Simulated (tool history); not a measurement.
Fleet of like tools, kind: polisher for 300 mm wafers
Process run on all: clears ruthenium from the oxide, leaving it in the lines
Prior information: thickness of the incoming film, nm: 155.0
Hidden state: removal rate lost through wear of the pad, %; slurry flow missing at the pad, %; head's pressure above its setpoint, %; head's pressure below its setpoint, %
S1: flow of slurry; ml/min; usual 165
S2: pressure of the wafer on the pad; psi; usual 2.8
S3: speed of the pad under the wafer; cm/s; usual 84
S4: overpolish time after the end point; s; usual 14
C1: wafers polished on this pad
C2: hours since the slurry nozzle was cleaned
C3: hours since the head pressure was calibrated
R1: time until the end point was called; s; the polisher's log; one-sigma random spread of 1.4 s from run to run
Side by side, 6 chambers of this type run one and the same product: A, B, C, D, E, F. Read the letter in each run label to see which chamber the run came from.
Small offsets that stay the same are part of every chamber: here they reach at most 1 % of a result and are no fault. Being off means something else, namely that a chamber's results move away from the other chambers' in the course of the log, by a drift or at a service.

run 1D day=0.158 | S1=165 S2=2.8 S3=84 S4=14 | C1=583 C2=237.2 C3=157.9 | R1=98.215
run 2B day=0.429 | S1=165 S2=2.8 S3=84 S4=14 | C1=181 C2=396.8 C3=668.1 | R1=97.235
run 3A day=0.583 | S1=165 S2=2.8 S3=84 S4=14 | C1=1100 C2=569.0 C3=220.1 | R1=95.604
run 4E day=0.804 | S1=165 S2=2.8 S3=84 S4=14 | C1=285 C2=144.4 C3=816.4 | R1=98.896
run 5C day=0.967 | S1=165 S2=2.8 S3=84 S4=14 | C1=579 C2=263.5 C3=307.4 | R1=99.041
run 6F day=1.308 | S1=165 S2=2.8 S3=84 S4=14 | C1=491 C2=82.2 C3=974.0 | R1=98.630
run 7F day=1.642 | S1=165 S2=2.8 S3=84 S4=14 | C1=536 C2=90.2 C3=982.0 | R1=100.090
-- day=1.725 chamber A: worn pad replaced by a new one
run 8C day=1.967 | S1=165 S2=2.8 S3=84 S4=14 | C1=714 C2=287.5 C3=331.4 | R1=97.580
run 9A day=2.267 | S1=165 S2=2.8 S3=84 S4=14 | C1=73 C2=609.4 C3=260.5 | R1=97.031
run 10E day=2.525 | S1=165 S2=2.8 S3=84 S4=14 | C1=517 C2=185.7 C3=857.7 | R1=100.210
run 11B day=2.817 | S1=165 S2=2.8 S3=84 S4=14 | C1=503 C2=454.1 C3=725.4 | R1=95.774
run 12D day=3.138 | S1=165 S2=2.8 S3=84 S4=14 | C1=984 C2=308.7 C3=229.4 | R1=98.001
run 13E day=3.342 | S1=165 S2=2.8 S3=84 S4=14 | C1=627 C2=205.3 C3=877.3 | R1=98.151
-- day=3.421 chamber E: worn pad replaced by a new one
-- day=3.588 chamber B: worn pad replaced by a new one
run 14F day=3.662 | S1=165 S2=2.8 S3=84 S4=14 | C1=809 C2=138.7 C3=1030.5 | R1=100.450
run 15B day=3.833 | S1=165 S2=2.8 S3=84 S4=14 | C1=33 C2=478.5 C3=749.8 | R1=98.075
run 16A day=4.179 | S1=165 S2=2.8 S3=84 S4=14 | C1=330 C2=655.3 C3=306.4 | R1=98.948
run 17D day=4.433 | S1=165 S2=2.8 S3=84 S4=14 | C1=1159 C2=339.8 C3=260.5 | R1=97.704
-- day=4.675 chamber C: worn pad replaced by a new one
run 18C day=4.700 | S1=165 S2=2.8 S3=84 S4=14 | C1=3 C2=353.1 C3=397.0 | R1=97.829
run 19F day=5.042 | S1=165 S2=2.8 S3=84 S4=14 | C1=994 C2=171.8 C3=1063.6 | R1=97.019
run 20E day=5.379 | S1=165 S2=2.8 S3=84 S4=14 | C1=264 C2=254.2 C3=926.2 | R1=98.274
-- day=5.525 chamber A: slurry nozzle cleaned
run 21B day=5.588 | S1=165 S2=2.8 S3=84 S4=19 | C1=270 C2=520.6 C3=791.9 | R1=97.243
run 22C day=5.896 | S1=165 S2=2.8 S3=84 S4=19 | C1=165 C2=381.8 C3=425.7 | R1=100.050
run 23A day=6.042 | S1=165 S2=2.8 S3=84 S4=19 | C1=581 C2=12.4 C3=351.1 | R1=99.157
-- day=6.079 chamber D: worn pad replaced by a new one
run 24D day=6.229 | S1=165 S2=2.8 S3=84 S4=19 | C1=20 C2=382.9 C3=303.6 | R1=97.973
-- day=6.429 chamber D: slurry nozzle cleaned
run 25D day=6.446 | S1=165 S2=2.8 S3=84 S4=19 | C1=49 C2=0.5 C3=308.8 | R1=98.146
run 26E day=6.783 | S1=165 S2=2.8 S3=84 S4=19 | C1=453 C2=287.9 C3=959.9 | R1=99.623
run 27C day=7.004 | S1=165 S2=2.8 S3=84 S4=14 | C1=314 C2=408.4 C3=452.3 | R1=99.846
-- day=7.042 chamber E: worn pad replaced by a new one
run 28A day=7.288 | S1=165 S2=2.8 S3=84 S4=14 | C1=749 C2=42.3 C3=381.0 | R1=96.664
-- day=7.358 chamber B: worn pad replaced by a new one
run 29F day=7.488 | S1=165 S2=2.8 S3=84 S4=14 | C1=1324 C2=230.5 C3=1122.3 | R1=100.220
run 30B day=7.696 | S1=165 S2=2.8 S3=84 S4=14 | C1=45 C2=571.2 C3=842.5 | R1=99.432
run 31F day=8.021 | S1=165 S2=2.8 S3=84 S4=14 | C1=1396 C2=243.3 C3=1135.1 | R1=97.833
run 32D day=8.275 | S1=165 S2=2.8 S3=84 S4=14 | C1=296 C2=44.4 C3=352.7 | R1=99.692
-- day=8.358 chamber F: worn pad replaced by a new one
run 33E day=8.458 | S1=165 S2=2.8 S3=84 S4=14 | C1=191 C2=328.1 C3=1000.1 | R1=99.882
-- day=8.500 chamber A: head pressure recalibrated
run 34C day=8.654 | S1=165 S2=2.8 S3=84 S4=14 | C1=536 C2=448.0 C3=491.9 | R1=99.928
run 35A day=9.000 | S1=165 S2=3.5 S3=94 S4=14 | C1=980 C2=83.4 C3=12.1 | R1=69.027
run 36B day=9.167 | S1=165 S2=3.5 S3=94 S4=14 | C1=244 C2=606.5 C3=877.8 | R1=69.076
run 37F day=9.425 | S1=165 S2=3.5 S3=94 S4=14 | C1=144 C2=277.0 C3=1168.8 | R1=70.026
run 38C day=9.696 | S1=165 S2=3.5 S3=94 S4=14 | C1=677 C2=473.0 C3=516.9 | R1=69.914

Has any chamber moved away from the others, gradually or after a service, or does the common gauge drift, or do the chambers differ only by their own small steady offsets? State the chamber and the most likely cause if one applies.

The fleet is healthy, with each chamber sitting at its usual small offset and no drift in the gauge.

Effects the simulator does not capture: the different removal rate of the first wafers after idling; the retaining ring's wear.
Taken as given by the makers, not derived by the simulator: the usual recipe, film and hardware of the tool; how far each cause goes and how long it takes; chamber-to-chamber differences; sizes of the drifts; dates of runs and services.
